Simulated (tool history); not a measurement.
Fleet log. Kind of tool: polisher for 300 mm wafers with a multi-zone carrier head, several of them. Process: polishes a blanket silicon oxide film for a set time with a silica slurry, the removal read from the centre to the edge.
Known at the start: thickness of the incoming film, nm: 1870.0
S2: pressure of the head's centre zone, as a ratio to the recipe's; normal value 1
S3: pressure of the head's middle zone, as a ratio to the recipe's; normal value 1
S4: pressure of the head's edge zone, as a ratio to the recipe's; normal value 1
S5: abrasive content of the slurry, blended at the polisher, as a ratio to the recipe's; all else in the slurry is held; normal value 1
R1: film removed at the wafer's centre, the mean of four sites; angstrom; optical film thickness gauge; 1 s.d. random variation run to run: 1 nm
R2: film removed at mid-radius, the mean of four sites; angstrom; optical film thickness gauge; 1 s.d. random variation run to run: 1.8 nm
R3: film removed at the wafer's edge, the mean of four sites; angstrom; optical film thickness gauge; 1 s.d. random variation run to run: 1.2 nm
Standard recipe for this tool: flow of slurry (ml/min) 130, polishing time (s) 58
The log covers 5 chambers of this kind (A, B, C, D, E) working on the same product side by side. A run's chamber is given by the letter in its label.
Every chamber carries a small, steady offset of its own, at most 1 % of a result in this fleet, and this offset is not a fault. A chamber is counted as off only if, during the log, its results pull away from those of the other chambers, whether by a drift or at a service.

run 1B hour=6.8 | flow_of_slurry_(ml/min)=130 S2=1 S3=1 S4=1 S5=1 polishing_time_(s)=58 | R1=1387.4 R2=1382.8 R3=1388.3
run 2E hour=11.6 | flow_of_slurry_(ml/min)=130 S2=1 S3=1 S4=1 S5=1 polishing_time_(s)=58 | R1=1376.7 R2=1391.2 R3=1387
run 3C hour=21.5 | flow_of_slurry_(ml/min)=130 S2=1 S3=1 S4=1 S5=1 polishing_time_(s)=58 | R1=1378.9 R2=1402.5 R3=1380.9
-- hour=27.8 chamber C: worn pad replaced by a new one
-- hour=29.2 chamber B: worn pad replaced by a new one
run 4A hour=30 | flow_of_slurry_(ml/min)=130 S2=1 S3=1 S4=1 S5=1 polishing_time_(s)=58 | R1=1389.6 R2=1382.7 R3=1368.9
run 5D hour=35.8 | flow_of_slurry_(ml/min)=130 S2=1 S3=1 S4=1 S5=1 polishing_time_(s)=58 | R1=1396.9 R2=1380 R3=1391.6
run 6D hour=44.5 | flow_of_slurry_(ml/min)=130 S2=1 S3=1 S4=1 S5=1 polishing_time_(s)=58 | R1=1405.9 R2=1423.3 R3=1384.2
run 7A hour=50.5 | flow_of_slurry_(ml/min)=130 S2=1 S3=1 S4=1 S5=1 polishing_time_(s)=58 | R1=1393.4 R2=1386.2 R3=1386.8
-- hour=57.9 chamber E: worn pad replaced by a new one
run 8B hour=58.9 | flow_of_slurry_(ml/min)=130 S2=1 S3=1 S4=1 S5=1 polishing_time_(s)=58 | R1=1384.8 R2=1404 R3=1371.6
run 9C hour=65.7 | flow_of_slurry_(ml/min)=130 S2=1 S3=1 S4=1 S5=1 polishing_time_(s)=58 | R1=1378.7 R2=1409 R3=1389.2
run 10E hour=76.1 | flow_of_slurry_(ml/min)=130 S2=1 S3=1 S4=1 S5=1 polishing_time_(s)=58 | R1=1378.3 R2=1399 R3=1406.9
-- hour=83.6 chamber D: worn pad replaced by a new one
run 11A hour=83.8 | flow_of_slurry_(ml/min)=130 S2=1 S3=1 S4=1.1 S5=1 polishing_time_(s)=71 | R1=1709.2 R2=1652.1 R3=1791.1
run 12B hour=88.9 | flow_of_slurry_(ml/min)=130 S2=1 S3=1 S4=1.1 S5=1 polishing_time_(s)=71 | R1=1706.7 R2=1679.1 R3=1788.9
run 13C hour=96.9 | flow_of_slurry_(ml/min)=130 S2=1 S3=1 S4=1.1 S5=1 polishing_time_(s)=71 | R1=1721.8 R2=1708.9 R3=1801.6
-- hour=97.7 chamber B: worn pad replaced by a new one
run 14D hour=101.6 | flow_of_slurry_(ml/min)=130 S2=1 S3=1 S4=1.1 S5=1 polishing_time_(s)=71 | R1=1703.8 R2=1706.6 R3=1791.7
-- hour=103.8 chamber A: slurry nozzle cleaned
run 15E hour=106.5 | flow_of_slurry_(ml/min)=130 S2=1 S3=1 S4=1.1 S5=1 polishing_time_(s)=71 | R1=1701.3 R2=1713.2 R3=1792.8
run 16D hour=114.4 | flow_of_slurry_(ml/min)=130 S2=1 S3=1 S4=1 S5=1 polishing_time_(s)=58 | R1=1407.5 R2=1398 R3=1390.8
run 17A hour=124.4 | flow_of_slurry_(ml/min)=130 S2=1 S3=1 S4=1 S5=1 polishing_time_(s)=58 | R1=1387.8 R2=1374.1 R3=1388.7
-- hour=130.8 chamber E: worn pad replaced by a new one
run 18E hour=133.1 | flow_of_slurry_(ml/min)=130 S2=1 S3=1 S4=1 S5=1 polishing_time_(s)=58 | R1=1398.8 R2=1397.6 R3=1400.8
run 19B hour=143.3 | flow_of_slurry_(ml/min)=130 S2=1 S3=1 S4=1 S5=1 polishing_time_(s)=58 | R1=1390.1 R2=1373.1 R3=1391.7
-- hour=147.1 chamber A: worn pad replaced by a new one
run 20C hour=151.7 | flow_of_slurry_(ml/min)=130 S2=1 S3=1 S4=1 S5=1 polishing_time_(s)=58 | R1=1390.4 R2=1393.8 R3=1392.9
-- hour=158.6 chamber B: worn pad replaced by a new one
run 21B hour=160.4 | flow_of_slurry_(ml/min)=130 S2=0.88 S3=1 S4=0.94 S5=1 polishing_time_(s)=58 | R1=1222.1 R2=1382 R3=1357.4
run 22E hour=165.7 | flow_of_slurry_(ml/min)=130 S2=0.88 S3=1 S4=0.94 S5=1 polishing_time_(s)=58 | R1=1191.8 R2=1396.1 R3=1359.6
run 23C hour=174.5 | flow_of_slurry_(ml/min)=130 S2=0.88 S3=1 S4=0.94 S5=1 polishing_time_(s)=58 | R1=1214.9 R2=1353.7 R3=1342.8
run 24A hour=180.8 | flow_of_slurry_(ml/min)=130 S2=0.88 S3=1 S4=0.94 S5=1 polishing_time_(s)=58 | R1=1210 R2=1355.7 R3=1344.9
-- hour=182.7 chamber C: slurry nozzle cleaned
-- hour=183.1 chamber C: edge zone pressure recalibrated
run 25D hour=190.6 | flow_of_slurry_(ml/min)=130 S2=0.88 S3=1 S4=0.94 S5=1 polishing_time_(s)=58 | R1=1205.7 R2=1384.5 R3=1335.2
run 26E hour=197.7 | flow_of_slurry_(ml/min)=130 S2=1 S3=1 S4=1 S5=1 polishing_time_(s)=58 | R1=1398.7 R2=1362.8 R3=1398.6
-- hour=198.7 chamber E: worn pad replaced by a new one
-- hour=200.9 chamber E: edge zone pressure recalibrated
-- hour=202.3 chamber C: worn pad replaced by a new one
run 27C hour=205.8 | flow_of_slurry_(ml/min)=130 S2=1 S3=1 S4=1 S5=1 polishing_time_(s)=58 | R1=1394.7 R2=1358.6 R3=1396.6
-- hour=210.8 chamber B: edge zone pressure recalibrated
run 28D hour=213 | flow_of_slurry_(ml/min)=130 S2=1 S3=1 S4=1 S5=1 polishing_time_(s)=58 | R1=1420 R2=1393 R3=1387.3
run 29A hour=219.1 | flow_of_slurry_(ml/min)=130 S2=1 S3=1 S4=1 S5=1 polishing_time_(s)=58 | R1=1395 R2=1396.5 R3=1393.4
-- hour=223.1 chamber D: worn pad replaced by a new one
run 30B hour=227.8 | flow_of_slurry_(ml/min)=130 S2=1 S3=1 S4=1 S5=1 polishing_time_(s)=58 | R1=1374 R2=1379.3 R3=1404.3
-- hour=230.4 chamber C: centre zone pressure recalibrated
-- hour=233 chamber B: worn pad replaced by a new one
run 31B hour=236.5 | flow_of_slurry_(ml/min)=130 S2=1 S3=1 S4=1 S5=1 polishing_time_(s)=58 | R1=1382.6 R2=1384.4 R3=1409.4
run 32C hour=245.4 | flow_of_slurry_(ml/min)=130 S2=1 S3=1 S4=1 S5=1 polishing_time_(s)=58 | R1=1389.3 R2=1427.6 R3=1399.1
run 33D hour=253.9 | flow_of_slurry_(ml/min)=130 S2=1 S3=1 S4=1 S5=0.8 polishing_time_(s)=58 | R1=1256.6 R2=1260 R3=1254.7
-- hour=259.7 chamber D: slurry nozzle cleaned
run 34E hour=264.7 | flow_of_slurry_(ml/min)=130 S2=1 S3=1 S4=1 S5=0.8 polishing_time_(s)=58 | R1=1243.5 R2=1263.5 R3=1272.6
-- hour=269.3 chamber E: worn pad replaced by a new one
run 35A hour=275.1 | flow_of_slurry_(ml/min)=130 S2=1 S3=1 S4=1 S5=0.8 polishing_time_(s)=58 | R1=1244.3 R2=1243.9 R3=1253.4
run 36E hour=281.4 | flow_of_slurry_(ml/min)=130 S2=1 S3=1 S4=1 S5=0.8 polishing_time_(s)=58 | R1=1255.1 R2=1233.8 R3=1263.9
run 37A hour=291.2 | flow_of_slurry_(ml/min)=130 S2=1 S3=1 S4=1 S5=0.8 polishing_time_(s)=58 | R1=1247.2 R2=1253.5 R3=1255.5
-- hour=294.8 chamber B: slurry nozzle cleaned
run 38B hour=301.1 | flow_of_slurry_(ml/min)=130 S2=1 S3=1 S4=1 S5=1 polishing_time_(s)=58 | R1=1389.6 R2=1398.4 R3=1385.7
run 39D hour=311.2 | flow_of_slurry_(ml/min)=130 S2=1 S3=1 S4=1 S5=1 polishing_time_(s)=58 | R1=1391.5 R2=1402.7 R3=1400.8
run 40C hour=321.6 | flow_of_slurry_(ml/min)=130 S2=1 S3=1 S4=1 S5=1 polishing_time_(s)=58 | R1=1389.9 R2=1398.9 R3=1394.7
run 41E hour=326.8 | flow_of_slurry_(ml/min)=130 S2=1 S3=1 S4=1 S5=1 polishing_time_(s)=58 | R1=1384.1 R2=1372.2 R3=1395
run 42D hour=337.1 | flow_of_slurry_(ml/min)=130 S2=1 S3=1 S4=1 S5=1 polishing_time_(s)=58 | R1=1408.6 R2=1367.9 R3=1377.1

Which is it: a chamber that has drifted or been left off by a service, a gauge drift common to all chambers, or only each chamber's usual small offset? If a chamber is off, name it and its likeliest cause.

No chamber stands off beyond its own small offset, and the gauge holds steady.
